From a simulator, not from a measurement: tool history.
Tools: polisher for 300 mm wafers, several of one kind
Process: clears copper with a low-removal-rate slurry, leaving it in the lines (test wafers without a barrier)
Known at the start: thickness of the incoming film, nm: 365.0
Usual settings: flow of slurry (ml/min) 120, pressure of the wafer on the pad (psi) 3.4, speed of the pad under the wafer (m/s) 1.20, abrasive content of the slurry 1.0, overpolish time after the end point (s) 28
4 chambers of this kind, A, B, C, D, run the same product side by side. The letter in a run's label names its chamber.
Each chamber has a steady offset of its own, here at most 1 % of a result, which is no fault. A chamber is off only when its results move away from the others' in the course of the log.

run,hour,flow of slurry (ml/min),pressure of the wafer on the pad (psi),speed of the pad under the wafer (m/s),abrasive content of the slurry,overpolish time after the end point (s),time until the end point was called (s),dishing of a wide line in a test structure (angstrom)
1C,7.8,120,3.4,1.20,1.0,28,92.510,649.62
# hour 14.7: chamber D: worn pad replaced by a new one
2B,17.6,120,3.4,1.20,1.0,28,90.699,664.27
3D,24.0,120,3.4,1.20,1.0,28,92.219,665.93
# hour 30.1: chamber A: slurry blender recalibrated
4A,31.2,120,3.4,1.20,1.0,28,91.473,663.17
5B,37.4,120,3.4,1.20,1.0,28,91.077,657.75
6C,49.3,120,4.4,1.20,1.0,28,70.639,818.26
# hour 54.1: chamber A: worn pad replaced by a new one
7D,58.4,120,4.4,1.20,1.0,28,70.152,783.92
# hour 58.9: chamber B: slurry blender recalibrated
# hour 60.7: chamber B: head pressure recalibrated
8A,69.6,120,4.4,1.20,1.0,28,70.524,808.87
9A,77.3,120,4.4,1.20,1.0,28,70.816,789.09
# hour 80.4: chamber D: head pressure recalibrated
10C,84.5,120,3.4,1.20,1.0,28,92.194,652.80
# hour 86.5: chamber D: worn pad replaced by a new one
# hour 90.0: chamber C: slurry blender recalibrated
11D,92.3,120,3.4,1.20,1.0,28,91.781,654.06
12B,101.1,120,3.4,1.20,1.0,28,91.724,658.29
13D,113.3,120,3.4,1.20,1.0,28,92.257,665.97
14B,120.8,120,3.4,1.20,1.0,28,92.390,636.51
15C,130.9,120,3.4,1.20,1.0,28,92.201,640.67
16A,137.5,120,3.4,1.20,1.0,28,91.752,656.99
17A,144.7,120,3.4,1.20,1.0,28,91.452,666.14
18B,153.2,120,3.4,1.20,1.0,28,94.952,610.83
# hour 156.1: chamber D: worn pad replaced by a new one
# hour 157.1: chamber C: worn pad replaced by a new one
19D,164.9,120,3.4,1.52,1.0,28,72.608,794.74
20C,173.9,120,3.4,1.52,1.0,28,74.081,778.53
21A,186.9,120,3.4,1.52,1.0,28,72.427,757.25
22B,193.4,120,3.4,1.52,1.0,28,74.989,755.04
23D,202.4,120,3.4,1.20,1.0,28,89.881,661.33
24C,211.5,120,3.4,1.20,1.0,28,92.078,639.05
25C,218.6,120,3.4,1.20,1.0,28,91.266,673.27
# hour 221.5: chamber A: worn pad replaced by a new one
# hour 227.2: chamber A: slurry blender recalibrated
26A,229.7,100,3.4,1.20,1.0,13,95.717,335.37
# hour 235.2: chamber D: slurry nozzle cleaned
# hour 238.5: chamber D: worn pad replaced by a new one
27B,242.0,100,3.4,1.20,1.0,13,100.630,328.76
28D,251.9,100,3.4,1.20,1.0,13,95.812,357.55

All 4 chambers run these settings next. Forecast each chamber's results:
29A,261.6,120,3.4,1.20,1.2,28,?,?
29B,261.6,120,3.4,1.20,1.2,28,?,?
29C,261.6,120,3.4,1.20,1.2,28,?,?
29D,261.6,120,3.4,1.20,1.2,28,?,?

run,time until the end point was called (s),dishing of a wide line in a test structure (angstrom)
29A,90.239,676.37
29B,94.171,616.20
29C,87.036,640.48
29D,86.846,650.04
